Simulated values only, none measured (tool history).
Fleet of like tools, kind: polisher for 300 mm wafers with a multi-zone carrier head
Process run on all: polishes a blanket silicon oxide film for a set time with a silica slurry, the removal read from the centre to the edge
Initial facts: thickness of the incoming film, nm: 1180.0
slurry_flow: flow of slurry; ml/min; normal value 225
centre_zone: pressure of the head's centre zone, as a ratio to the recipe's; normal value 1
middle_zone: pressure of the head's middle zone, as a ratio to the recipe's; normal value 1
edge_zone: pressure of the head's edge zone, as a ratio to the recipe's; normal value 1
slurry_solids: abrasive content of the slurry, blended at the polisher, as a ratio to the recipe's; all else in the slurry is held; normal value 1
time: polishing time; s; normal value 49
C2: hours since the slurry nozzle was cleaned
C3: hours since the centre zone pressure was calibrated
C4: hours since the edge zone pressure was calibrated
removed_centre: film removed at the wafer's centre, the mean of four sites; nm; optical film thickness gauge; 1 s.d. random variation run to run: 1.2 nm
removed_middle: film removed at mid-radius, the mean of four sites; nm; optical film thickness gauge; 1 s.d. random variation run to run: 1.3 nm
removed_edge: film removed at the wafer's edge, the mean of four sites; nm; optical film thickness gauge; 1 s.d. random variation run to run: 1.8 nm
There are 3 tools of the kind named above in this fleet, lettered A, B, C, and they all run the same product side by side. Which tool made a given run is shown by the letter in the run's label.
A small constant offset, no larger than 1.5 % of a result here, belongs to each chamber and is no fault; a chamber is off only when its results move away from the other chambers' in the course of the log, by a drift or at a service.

{"run": "1C", "day": 0.196, "slurry_flow": 225, "centre_zone": 1, "middle_zone": 1, "edge_zone": 1, "slurry_solids": 1, "time": 49, "wafers polished on this pad": 143, "C2": 388.9, "C3": 652.3, "C4": 854.4, "removed_centre": 190.11, "removed_middle": 187.52, "removed_edge": 191}
{"run": "2A", "day": 0.412, "slurry_flow": 225, "centre_zone": 1, "middle_zone": 1, "edge_zone": 1, "slurry_solids": 1, "time": 49, "wafers polished on this pad": 122, "C2": 86.4, "C3": 266, "C4": 549.6, "removed_centre": 193.16, "removed_middle": 190.51, "removed_edge": 189.64}
{"run": "3B", "day": 0.558, "slurry_flow": 225, "centre_zone": 1, "middle_zone": 1, "edge_zone": 1, "slurry_solids": 1, "time": 49, "wafers polished on this pad": 119, "C2": 111, "C3": 160.6, "C4": 301.1, "removed_centre": 196.86, "removed_middle": 191.5, "removed_edge": 188.66}
{"run": "4C", "day": 0.808, "slurry_flow": 225, "centre_zone": 1, "middle_zone": 1, "edge_zone": 1, "slurry_solids": 1, "time": 49, "wafers polished on this pad": 241, "C2": 403.6, "C3": 667, "C4": 869.1, "removed_centre": 191.32, "removed_middle": 188.3, "removed_edge": 186.52}
{"run": "5A", "day": 1.042, "slurry_flow": 225, "centre_zone": 1, "middle_zone": 1, "edge_zone": 1, "slurry_solids": 1, "time": 49, "wafers polished on this pad": 223, "C2": 101.5, "C3": 281.1, "C4": 564.7, "removed_centre": 193.37, "removed_middle": 189.39, "removed_edge": 189.25}
{"run": "6B", "day": 1.346, "slurry_flow": 225, "centre_zone": 1, "middle_zone": 1, "edge_zone": 1, "slurry_solids": 1, "time": 49, "wafers polished on this pad": 245, "C2": 129.9, "C3": 179.5, "C4": 320, "removed_centre": 194.05, "removed_middle": 189.97, "removed_edge": 188.48}
{"day": 1.475, "done": "chamber C: edge zone pressure recalibrated"}
{"run": "7C", "day": 1.521, "slurry_flow": 225, "centre_zone": 1, "middle_zone": 1, "edge_zone": 1, "slurry_solids": 1, "time": 49, "wafers polished on this pad": 355, "C2": 420.7, "C3": 684.1, "C4": 1.2, "removed_centre": 190.88, "removed_middle": 187.43, "removed_edge": 190.25}
{"run": "8A", "day": 1.708, "slurry_flow": 225, "centre_zone": 1, "middle_zone": 1, "edge_zone": 1, "slurry_solids": 1, "time": 49, "wafers polished on this pad": 329, "C2": 117.5, "C3": 297.1, "C4": 580.7, "removed_centre": 192.8, "removed_middle": 187.16, "removed_edge": 187.27}
{"run": "9B", "day": 1.908, "slurry_flow": 225, "centre_zone": 1, "middle_zone": 1, "edge_zone": 1, "slurry_solids": 1, "time": 49, "wafers polished on this pad": 335, "C2": 143.4, "C3": 193, "C4": 333.5, "removed_centre": 195.17, "removed_middle": 192.7, "removed_edge": 191.64}
{"run": "10C", "day": 2.046, "slurry_flow": 225, "centre_zone": 1, "middle_zone": 1, "edge_zone": 1, "slurry_solids": 1, "time": 49, "wafers polished on this pad": 438, "C2": 433.3, "C3": 696.7, "C4": 13.8, "removed_centre": 191.31, "removed_middle": 190.39, "removed_edge": 190.33}
{"run": "11A", "day": 2.292, "slurry_flow": 225, "centre_zone": 1, "middle_zone": 1, "edge_zone": 1.05, "slurry_solids": 1, "time": 61, "wafers polished on this pad": 422, "C2": 131.5, "C3": 311.1, "C4": 594.7, "removed_centre": 242.06, "removed_middle": 235.11, "removed_edge": 244.34}
{"run": "12B", "day": 2.438, "slurry_flow": 225, "centre_zone": 1, "middle_zone": 1, "edge_zone": 1.05, "slurry_solids": 1, "time": 61, "wafers polished on this pad": 419, "C2": 156.1, "C3": 205.7, "C4": 346.2, "removed_centre": 241.66, "removed_middle": 239.75, "removed_edge": 242.94}
{"run": "13B", "day": 2.733, "slurry_flow": 225, "centre_zone": 1, "middle_zone": 1, "edge_zone": 1.05, "slurry_solids": 1, "time": 61, "wafers polished on this pad": 466, "C2": 163.2, "C3": 212.8, "C4": 353.3, "removed_centre": 241.12, "removed_middle": 238.98, "removed_edge": 243.59}
{"run": "14C", "day": 2.908, "slurry_flow": 225, "centre_zone": 1, "middle_zone": 0.94, "edge_zone": 1, "slurry_solids": 1, "time": 49, "wafers polished on this pad": 576, "C2": 454, "C3": 717.4, "C4": 34.5, "removed_centre": 189.54, "removed_middle": 177.57, "removed_edge": 190.12}
{"run": "15A", "day": 3.046, "slurry_flow": 225, "centre_zone": 1, "middle_zone": 0.94, "edge_zone": 1, "slurry_solids": 1, "time": 49, "wafers polished on this pad": 543, "C2": 149.6, "C3": 329.2, "C4": 612.8, "removed_centre": 196.19, "removed_middle": 180.35, "removed_edge": 187.71}
{"run": "16B", "day": 3.288, "slurry_flow": 225, "centre_zone": 1, "middle_zone": 0.94, "edge_zone": 1, "slurry_solids": 1, "time": 49, "wafers polished on this pad": 555, "C2": 176.5, "C3": 226.1, "C4": 366.6, "removed_centre": 194.76, "removed_middle": 181.94, "removed_edge": 192.08}
{"day": 3.4, "done": "chamber C: worn pad replaced by a new one"}
{"day": 3.417, "done": "chamber A: worn pad replaced by a new one"}
{"run": "17A", "day": 3.446, "slurry_flow": 225, "centre_zone": 1, "middle_zone": 1, "edge_zone": 1, "slurry_solids": 1, "time": 49, "wafers polished on this pad": 4, "C2": 159.2, "C3": 338.8, "C4": 622.4, "removed_centre": 199.5, "removed_middle": 190.02, "removed_edge": 189.95}
{"run": "18C", "day": 3.629, "slurry_flow": 225, "centre_zone": 1, "middle_zone": 1, "edge_zone": 1, "slurry_solids": 1, "time": 49, "wafers polished on this pad": 36, "C2": 471.3, "C3": 734.7, "C4": 51.8, "removed_centre": 190.38, "removed_middle": 188.59, "removed_edge": 188.5}
{"day": 3.842, "done": "chamber C: slurry nozzle cleaned"}
{"run": "19C", "day": 3.846, "slurry_flow": 225, "centre_zone": 1, "middle_zone": 1, "edge_zone": 1, "slurry_solids": 1, "time": 49, "wafers polished on this pad": 71, "C2": 0.1, "C3": 739.9, "C4": 57, "removed_centre": 191.11, "removed_middle": 191.89, "removed_edge": 191.72}
{"run": "20A", "day": 4.029, "slurry_flow": 225, "centre_zone": 1, "middle_zone": 1, "edge_zone": 1, "slurry_solids": 1, "time": 49, "wafers polished on this pad": 97, "C2": 173.2, "C3": 352.8, "C4": 636.4, "removed_centre": 199.59, "removed_middle": 188.2, "removed_edge": 189.1}
{"run": "21B", "day": 4.271, "slurry_flow": 225, "centre_zone": 1, "middle_zone": 1, "edge_zone": 1, "slurry_solids": 1, "time": 49, "wafers polished on this pad": 712, "C2": 200.1, "C3": 249.7, "C4": 390.2, "removed_centre": 192.98, "removed_middle": 191.18, "removed_edge": 192.39}
{"run": "22A", "day": 4.554, "slurry_flow": 225, "centre_zone": 1, "middle_zone": 1, "edge_zone": 1, "slurry_solids": 1, "time": 49, "wafers polished on this pad": 181, "C2": 185.8, "C3": 365.4, "C4": 649, "removed_centre": 200.62, "removed_middle": 189.99, "removed_edge": 188.56}
{"run": "23C", "day": 4.688, "slurry_flow": 225, "centre_zone": 1, "middle_zone": 1, "edge_zone": 1, "slurry_solids": 1, "time": 49, "wafers polished on this pad": 205, "C2": 20.3, "C3": 760.1, "C4": 77.2, "removed_centre": 193.2, "removed_middle": 188.13, "removed_edge": 190.36}
{"run": "24B", "day": 4.825, "slurry_flow": 225, "centre_zone": 1, "middle_zone": 1, "edge_zone": 1, "slurry_solids": 1, "time": 49, "wafers polished on this pad": 801, "C2": 213.4, "C3": 263, "C4": 403.5, "removed_centre": 192.36, "removed_middle": 190.03, "removed_edge": 190.47}
{"run": "25C", "day": 5.025, "slurry_flow": 225, "centre_zone": 1, "middle_zone": 1, "edge_zone": 1, "slurry_solids": 1, "time": 49, "wafers polished on this pad": 259, "C2": 28.4, "C3": 768.2, "C4": 85.3, "removed_centre": 189.3, "removed_middle": 187.72, "removed_edge": 188.13}
{"run": "26B", "day": 5.292, "slurry_flow": 225, "centre_zone": 1, "middle_zone": 1, "edge_zone": 1, "slurry_solids": 1, "time": 49, "wafers polished on this pad": 875, "C2": 224.6, "C3": 274.2, "C4": 414.7, "removed_centre": 194.92, "removed_middle": 190.98, "removed_edge": 191.69}

All chambers now run identical settings, listed one chamber a line with results as question marks. What results will each chamber show?
{"run": "27A", "day": 5.504, "slurry_flow": 225, "centre_zone": 1, "middle_zone": 1, "edge_zone": 1, "slurry_solids": 1, "time": 41, "removed_centre": "?", "removed_middle": "?", "removed_edge": "?"}
{"run": "27B", "day": 5.504, "slurry_flow": 225, "centre_zone": 1, "middle_zone": 1, "edge_zone": 1, "slurry_solids": 1, "time": 41, "removed_centre": "?", "removed_middle": "?", "removed_edge": "?"}
{"run": "27C", "day": 5.504, "slurry_flow": 225, "centre_zone": 1, "middle_zone": 1, "edge_zone": 1, "slurry_solids": 1, "time": 41, "removed_centre": "?", "removed_middle": "?", "removed_edge": "?"}

run=27A removed_centre=173.84 removed_middle=156.9 removed_edge=156.53
run=27B removed_centre=162.98 removed_middle=160.5 removed_edge=159.91
run=27C removed_centre=160.74 removed_middle=158.63 removed_edge=158.59

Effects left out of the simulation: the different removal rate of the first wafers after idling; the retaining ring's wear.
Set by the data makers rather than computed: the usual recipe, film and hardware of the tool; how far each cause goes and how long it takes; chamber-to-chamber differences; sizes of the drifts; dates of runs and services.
